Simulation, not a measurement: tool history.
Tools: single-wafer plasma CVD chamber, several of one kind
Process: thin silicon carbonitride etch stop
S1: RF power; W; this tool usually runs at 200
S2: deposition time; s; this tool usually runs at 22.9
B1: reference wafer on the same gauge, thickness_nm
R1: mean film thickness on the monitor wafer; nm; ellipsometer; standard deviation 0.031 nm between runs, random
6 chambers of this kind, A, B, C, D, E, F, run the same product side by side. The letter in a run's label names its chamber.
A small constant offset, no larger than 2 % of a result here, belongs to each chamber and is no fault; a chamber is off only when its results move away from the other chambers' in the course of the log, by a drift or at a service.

run	hour	S1	S2	B1	R1
1A	14.6	200	22.9	10.399	12.975
2F	26.7	200	22.9	10.397	12.930
3C	42.6	200	22.9	10.398	13.068
4B	54.2	200	22.9	10.398	13.011
5E	67.6	200	22.9	10.394	13.070
6D	76.9	180	22.9	10.392	12.845
7E	91.4	180	22.9	10.397	12.660
8D	100.9	180	22.9	10.403	12.874
# hour 101.3: chamber C: RF generator calibrated
9F	112.7	180	22.9	10.401	12.537
10C	122.1	180	22.9	10.404	12.660
11B	132.1	180	22.9	10.404	12.681
12A	145.6	200	22.9	10.398	12.979
13C	158.3	200	22.9	10.395	13.048
14A	174.7	200	22.9	10.395	12.935
15B	188.3	200	22.9	10.395	13.076
16D	202.3	200	22.9	10.394	13.337
17F	209.8	200	22.9	10.400	12.967
18E	219.3	180	25.4	10.402	14.032
19D	230.1	180	25.4	10.402	14.340
20E	237.6	180	25.4	10.397	14.074
21B	246.7	180	25.4	10.400	14.055
22C	258.9	180	25.4	10.408	14.040
23A	266.8	180	25.4	10.401	13.965
24F	276.7	200	22.9	10.403	12.957
25F	286.9	200	22.9	10.402	12.924
26A	295.6	200	22.9	10.401	12.917
# hour 306.5: chamber B: thermocouple changed; heater temperature recalibrated
27E	309.0	200	22.9	10.407	13.091
28D	323.1	180	24.6	10.405	13.876
29C	331.5	180	24.6	10.407	13.602
30B	345.8	180	24.6	10.398	13.561
31E	355.0	180	24.6	10.395	13.649
32B	365.8	180	24.6	10.403	13.643
33F	379.6	180	24.6	10.398	13.478
34C	388.8	200	22.9	10.405	13.090
35D	397.7	200	22.9	10.400	13.254
36A	406.4	200	22.9	10.394	12.983
37E	413.5	200	22.9	10.398	13.039
38D	429.5	200	22.9	10.397	13.338
39C	440.2	200	22.9	10.401	13.086
40A	450.7	215	20.2	10.400	11.713

One chamber off, gauge drift, or nothing amiss beyond the chambers' own small offsets? If it is a chamber, which one, and what is the likeliest cause?

Nothing is wrong: each chamber keeps only its own small, steady offset and the gauge holds still.

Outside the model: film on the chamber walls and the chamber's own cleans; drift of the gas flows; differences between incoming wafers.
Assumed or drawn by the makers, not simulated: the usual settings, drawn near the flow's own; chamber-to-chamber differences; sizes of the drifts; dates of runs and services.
